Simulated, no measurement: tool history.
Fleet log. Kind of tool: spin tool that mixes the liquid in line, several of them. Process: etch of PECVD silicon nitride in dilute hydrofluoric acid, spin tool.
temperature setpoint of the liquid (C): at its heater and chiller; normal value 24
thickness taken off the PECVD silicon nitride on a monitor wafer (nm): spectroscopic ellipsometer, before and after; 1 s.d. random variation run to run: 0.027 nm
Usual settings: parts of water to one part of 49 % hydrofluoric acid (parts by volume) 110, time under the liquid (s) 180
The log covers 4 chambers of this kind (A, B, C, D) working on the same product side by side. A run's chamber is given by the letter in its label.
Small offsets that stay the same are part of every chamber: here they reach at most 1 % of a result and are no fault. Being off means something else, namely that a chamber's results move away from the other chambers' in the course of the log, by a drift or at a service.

run,hour,temperature setpoint of the liquid (C),parts of water to one part of 49 % hydrofluoric acid (parts by volume),time under the liquid (s),"read-back film thickness of the PECVD silicon nitride reference wafer, read on the same gauge (nm)",thickness taken off the PECVD silicon nitride on a monitor wafer (nm)
1C,5.3,24,110,180,139.96,2.8831
# hour 7.4: chamber B: thermometer replaced
2B,9.3,24,110,180,140.01,2.9022
3D,13.5,24,110,180,139.96,2.8932
4A,19.2,24,110,180,139.99,2.8555
5C,23.4,24,110,180,140.02,2.8977
6A,30.3,24,110,180,139.99,2.9061
7B,35,24,110,180,139.97,2.9179
8D,41.9,24,110,180,139.99,2.9701
9C,48.3,24,110,180,140.02,2.8847
10A,54.3,24,110,180,140.02,2.9284
11B,57.7,24,110,180,140.03,2.8971
12D,64.1,24,110,180,139.99,2.9879
13C,70.9,24,110,180,139.98,2.8735
14B,76.5,24,110,180,140,2.8386
15D,81.5,24,110,180,140.02,2.9844
16A,85.6,24,110,180,140,2.8705
17C,92.1,24,110,180,139.97,2.9292
18A,95.7,24,110,180,140.01,2.9302
19B,101,24,110,180,139.97,2.864
20D,107.4,24,110,180,139.97,3.0721
21A,113.7,24,110,180,139.98,2.9036
22C,120,24,110,180,139.98,2.8993
23B,124.9,21.5,110,110,139.99,1.4891
24D,128.2,21.5,110,110,140.02,1.5707
25B,134.4,21.5,110,110,140.01,1.4909
26A,140,21.5,110,110,140.01,1.531
27D,146.2,24,110,180,139.98,3.1365
28C,153.2,24,110,180,139.98,2.8586
29D,158.6,24,110,180,139.98,3.1743
30B,163.6,24,110,180,140.01,2.899
31A,166.7,24,110,180,140.03,2.9184
32C,169.9,24,110,180,139.99,2.9233
33C,175.6,24,110,180,140,2.8799
34A,182,24,110,180,139.95,2.9216
35B,188.9,24,110,180,140,2.898

All chambers now run identical settings, listed one chamber a line with results as question marks. What results will each chamber show?
36A,193.9,24,70,180,,?
36B,193.9,24,70,180,,?
36C,193.9,24,70,180,,?
36D,193.9,24,70,180,,?

run,thickness taken off the PECVD silicon nitride on a monitor wafer (nm)
36A,4.5857
36B,4.5802
36C,4.4947
36D,5.049
